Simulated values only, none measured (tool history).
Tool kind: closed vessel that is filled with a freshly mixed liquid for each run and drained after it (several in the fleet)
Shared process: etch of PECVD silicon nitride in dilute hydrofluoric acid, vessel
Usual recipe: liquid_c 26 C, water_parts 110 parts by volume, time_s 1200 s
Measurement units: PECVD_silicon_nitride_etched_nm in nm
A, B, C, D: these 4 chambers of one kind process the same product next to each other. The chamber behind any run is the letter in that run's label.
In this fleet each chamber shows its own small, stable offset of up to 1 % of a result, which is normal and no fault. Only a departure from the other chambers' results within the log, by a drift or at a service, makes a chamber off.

| run | hour | liquid_c | water_parts | time_s | read-back film thickness of the PECVD silicon nitride reference wafer, read on the same gauge (nm) | PECVD_silicon_nitride_etched_nm |
|---|---|---|---|---|---|---|
| 1C | 4.2 | 26 | 110 | 1200 | 60.034 | 20.851 |
| 2D | 9.3 | 26 | 110 | 1200 | 60.008 | 21.094 |
| 3A | 16.3 | 26 | 110 | 1200 | 59.99 | 21.17 |
| 4B | 23.6 | 26 | 110 | 1200 | 60.033 | 21.313 |
| 5C | 28.3 | 26 | 110 | 1200 | 60.028 | 20.994 |
| 6D | 31.5 | 26 | 110 | 1200 | 60.017 | 21.033 |
| 7B | 37 | 24.5 | 110 | 1200 | 59.973 | 19.405 |
| 8A | 41.3 | 24.5 | 110 | 1200 | 59.987 | 19.286 |
| 9B | 48.5 | 24.5 | 110 | 1200 | 59.959 | 19.42 |
| 10D | 55.1 | 24.5 | 110 | 1200 | 60.023 | 19.482 |
| 11A | 60.1 | 26 | 110 | 1200 | 60.005 | 21.129 |
| 12C | 66.3 | 26 | 110 | 1200 | 60.035 | 21.293 |
| 13A | 69.8 | 26 | 110 | 1200 | 60.007 | 21.332 |
| 14C | 75.8 | 26 | 110 | 1200 | 59.988 | 21.059 |
| 15D | 81.3 | 26 | 110 | 1200 | 60.004 | 21.692 |
| 16B | 84.8 | 26 | 110 | 1200 | 59.98 | 20.945 |
| 17B | 89.4 | 26 | 110 | 1200 | 60.027 | 21.366 |
| 18C | 96.3 | 26 | 110 | 1200 | 60.031 | 20.818 |
| 19A | 99.9 | 30.5 | 145 | 1200 | 60.002 | 21.301 |
| 20D | 104.2 | 30.5 | 145 | 1200 | 59.98 | 21.948 |
| 21A | 111.2 | 30.5 | 145 | 1200 | 60.002 | 21.044 |
| 22D | 116.8 | 30.5 | 145 | 1200 | 60.011 | 22.053 |
| 23C | 122.9 | 24 | 140 | 1200 | 59.974 | 14.72 |
| 24B | 129.1 | 24 | 140 | 1200 | 59.968 | 14.613 |
| 25D | 133.6 | 24 | 140 | 1200 | 60.025 | 15.505 |
|  | 137.7 | chamber B: thermometer replaced |
| 26B | 139.2 | 24 | 140 | 1200 | 59.972 | 14.82 |
| 27C | 144.9 | 26 | 110 | 1200 | 59.999 | 20.947 |
| 28A | 148.5 | 26 | 110 | 1200 | 60.002 | 21.361 |
| 29C | 155.2 | 26 | 110 | 1200 | 60.001 | 21.176 |
| 30D | 161.3 | 26 | 110 | 1200 | 59.966 | 22.771 |
|  | 163.5 | chamber A: hydrofluoric acid flow meter replaced |
| 31A | 165.3 | 26 | 110 | 1200 | 60.032 | 21.311 |
| 32B | 170.2 | 26 | 110 | 1200 | 59.992 | 21.449 |
| 33C | 175.8 | 26 | 110 | 1200 | 60.023 | 20.809 |
| 34D | 179.8 | 26 | 110 | 1200 | 60.018 | 23.064 |
| 35B | 185.8 | 26 | 110 | 1200 | 59.962 | 21.43 |
| 36A | 190.6 | 28 | 110 | 1200 | 60.017 | 24.086 |
| 37D | 194.9 | 28 | 110 | 1200 | 60.001 | 26.773 |

All chambers now run identical settings, listed one chamber a line with results as question marks. What results will each chamber show?
| 38A | 200.2 | 26 | 110 | 1200 |  | ? |
| 38B | 200.2 | 26 | 110 | 1200 |  | ? |
| 38C | 200.2 | 26 | 110 | 1200 |  | ? |
| 38D | 200.2 | 26 | 110 | 1200 |  | ? |

| run | PECVD_silicon_nitride_etched_nm |
|---|---|
| 38A | 21.386 |
| 38B | 21.019 |
| 38C | 21.212 |
| 38D | 23.313 |
